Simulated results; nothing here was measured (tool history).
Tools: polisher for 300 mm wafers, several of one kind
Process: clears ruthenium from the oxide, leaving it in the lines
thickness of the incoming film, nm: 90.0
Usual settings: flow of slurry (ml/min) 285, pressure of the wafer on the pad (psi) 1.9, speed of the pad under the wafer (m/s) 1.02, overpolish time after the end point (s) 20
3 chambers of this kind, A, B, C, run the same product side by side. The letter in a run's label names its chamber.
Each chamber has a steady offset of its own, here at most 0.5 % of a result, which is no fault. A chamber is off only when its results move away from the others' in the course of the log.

run,hour,flow of slurry (ml/min),pressure of the wafer on the pad (psi),speed of the pad under the wafer (m/s),overpolish time after the end point (s),wafers polished on this pad,hours since the slurry nozzle was cleaned,hours since the head pressure was calibrated,time until the end point was called (s)
1C,5.9,285,1.9,1.02,20,388,177.4,693.5,91.997
2A,9.7,285,1.9,1.02,20,879,215.9,258.9,92.04
3B,12.9,285,1.9,1.02,20,632,103.9,920,92.869
4C,17.5,285,1.9,1.02,20,526,189,705.1,94.1
5B,22.4,285,1.9,1.02,20,746,113.4,929.5,91.561
6A,25.7,320,1.9,1.02,10,1069,231.9,274.9,92.542
# hour 27.4: chamber A: worn pad replaced by a new one
# hour 28.8: chamber C: worn pad replaced by a new one
7A,31.6,320,1.9,1.02,10,50,237.8,280.8,92.36
8C,35.5,320,1.9,1.02,10,79,207,723.1,94.679
9B,41.4,285,1.9,1.02,20,972,132.4,948.5,92.814
10A,46.4,285,1.9,1.02,20,226,252.6,295.6,91.144
11B,49.3,285,1.9,1.14,20,1066,140.3,956.4,84.565
# hour 51: chamber C: slurry nozzle cleaned
12C,53.1,285,1.9,1.14,20,289,2.2,740.7,83.164
13A,59,285,1.9,1.14,20,376,265.2,308.2,83.391
14C,61.7,285,1.9,1.02,20,391,10.8,749.3,94.779
15B,66.9,285,1.9,1.02,20,1275,157.9,974,92.69
# hour 69.1: chamber B: worn pad replaced by a new one
16B,71.8,285,1.9,1.02,20,33,162.8,978.9,91.926
17A,77.7,285,1.9,1.02,20,599,283.9,326.9,91.787
# hour 81.4: chamber C: worn pad replaced by a new one
18C,83.5,285,1.9,1.02,20,25,32.6,771.1,91.551
19C,88.8,245,1.9,1.26,20,88,37.9,776.4,77.241
20A,94,245,1.9,1.26,20,793,300.2,343.2,78.002
21B,97.9,245,1.9,1.26,20,344,188.9,1005,75.77
22C,101.1,285,1.9,1.02,20,235,50.2,788.7,91.712
23B,104,285,1.9,1.02,20,416,195,1011.1,93.853
24A,109.6,285,1.9,1.02,20,979,315.8,358.8,93.399
# hour 113.7: chamber A: worn pad replaced by a new one
25A,115.5,285,1.9,1.02,20,22,321.7,364.7,96.056
26C,121.1,285,1.9,1.02,20,473,70.2,808.7,92.841
27B,124.2,285,1.9,1.02,20,657,215.2,1031.3,94.676
28A,129.8,285,1.9,1.02,20,192,336,379,93.043
# hour 132.1: chamber C: worn pad replaced by a new one
29C,132.6,285,1.9,1.02,20,6,81.7,820.2,93.368
30B,135.5,375,1.9,1.02,31,791,226.5,1042.6,89.818
31C,140.3,375,1.9,1.02,31,98,89.4,827.9,91.668
32B,144.3,375,1.9,1.02,31,896,235.3,1051.4,91.35
33A,149.5,285,1.9,1.02,20,426,355.7,398.7,94.49
34C,152.4,285,2.3,1.02,20,242,101.5,840,76.934
35A,158.3,285,2.3,1.02,20,531,364.5,407.5,79.324
36B,163.9,285,2.3,1.02,20,1129,254.9,1071,78.574
# hour 165.3: chamber B: worn pad replaced by a new one
37C,169.2,285,1.9,1.02,20,442,118.3,856.8,91.524
38B,171.9,285,1.9,1.02,20,79,262.9,1079,96.395

All 3 chambers run these settings next. Forecast each chamber's results:
39A,176.3,285,1.9,1.02,20,,,,?
39B,176.3,285,1.9,1.02,20,,,,?
39C,176.3,285,1.9,1.02,20,,,,?

run,time until the end point was called (s)
39A,93.492
39B,96.17
39C,92.538
